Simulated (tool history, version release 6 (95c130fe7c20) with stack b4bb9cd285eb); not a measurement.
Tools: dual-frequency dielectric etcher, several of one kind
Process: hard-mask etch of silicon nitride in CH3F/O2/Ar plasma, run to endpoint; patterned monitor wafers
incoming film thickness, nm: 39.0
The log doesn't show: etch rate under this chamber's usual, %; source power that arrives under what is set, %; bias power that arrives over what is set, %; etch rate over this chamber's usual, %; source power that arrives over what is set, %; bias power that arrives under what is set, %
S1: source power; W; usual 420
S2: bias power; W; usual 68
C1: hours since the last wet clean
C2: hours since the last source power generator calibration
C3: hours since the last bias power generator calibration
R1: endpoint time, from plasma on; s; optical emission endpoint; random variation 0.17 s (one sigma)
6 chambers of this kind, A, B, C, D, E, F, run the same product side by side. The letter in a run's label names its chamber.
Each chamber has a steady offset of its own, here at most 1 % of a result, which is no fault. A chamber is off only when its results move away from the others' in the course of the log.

run	day	S1	S2	C1	C2	C3	R1
# day 0.512: chamber E: wet clean of the chamber
1C	0.6	420	68	185.3	370.6	681.1	56.029
2D	0.883	420	68	97.6	3382.6	1982.3	57.174
3B	1.408	420	68	57.5	489.8	625.8	56.117
4E	1.888	420	68	33	2647	2438.8	56.655
5A	2.467	420	68	331.7	1454.3	597.2	56.055
6F	2.925	420	68	503.2	1107.5	1898.6	56.007
7B	3.296	420	68	102.8	535.1	671.1	55.876
8D	3.629	420	68	163.5	3448.5	2048.2	56.649
9F	4.125	420	68	532	1136.3	1927.4	56.222
# day 4.492: chamber F: wet clean of the chamber
10A	4.662	420	68	384.4	1507	649.9	56.11
11E	5.208	420	68	112.7	2726.7	2518.5	56.79
12C	5.717	470	82	308.1	493.4	803.9	50.306
13B	6.179	470	82	172	604.3	740.3	50.202
14C	6.7	470	82	331.7	517	827.5	50.471
15F	7.062	470	82	61.7	1206.8	1997.9	50.659
# day 7.262: chamber A: source power generator calibrated
16E	7.633	470	82	170.9	2784.9	2576.7	51.027
# day 8.008: chamber C: wet clean of the chamber
17D	8.054	470	82	269.7	3554.7	2154.4	50.909
18A	8.567	420	68	478.1	31.3	743.6	56.889
19E	8.946	480	58	202.4	2816.4	2608.2	57.018
# day 9.512: chamber F: bias power generator calibrated
20C	9.538	480	58	36.7	585.1	895.6	56.138
21B	9.875	480	58	260.7	693	829	56.078
22F	10.212	480	58	137.3	1282.4	16.8	56.621
23D	10.771	480	58	334.9	3619.9	2219.6	56.65
24A	11.246	480	58	542.4	95.6	807.9	57.318
25E	11.871	420	68	272.6	2886.6	2678.4	56.831
26A	12.225	420	68	565.9	119.1	831.4	57.446
27F	12.662	420	68	196.1	1341.2	75.6	56.534
28B	13.125	330	56	338.7	771	907	66.06
29C	13.412	330	56	129.7	678.1	988.6	65.743
30D	14.038	330	56	413.3	3698.3	2298	66.593
31C	14.612	330	56	158.5	706.9	1017.4	65.564
32F	15.029	330	56	252.9	1398	132.4	65.594
33D	15.592	330	56	450.6	3735.6	2335.3	66.644
34E	15.912	420	68	369.6	2983.6	2775.4	56.899
35A	16.246	330	54	662.4	215.6	927.9	68.29
36B	16.546	330	54	420.8	853.1	989.1	66.463
37E	16.95	330	54	394.5	3008.5	2800.3	67.227
38B	17.396	330	54	441.2	873.5	1009.5	66.554
39C	17.692	330	54	232.4	780.8	1091.3	66.311

Next, every chamber runs the same settings. What will each give?
40A	18.146	420	68				?
40B	18.146	420	68				?
40C	18.146	420	68				?
40D	18.146	420	68				?
40E	18.146	420	68				?
40F	18.146	420	68				?

run	R1
40A	57.838
40B	56.188
40C	56.025
40D	56.908
40E	56.972
40F	56.417
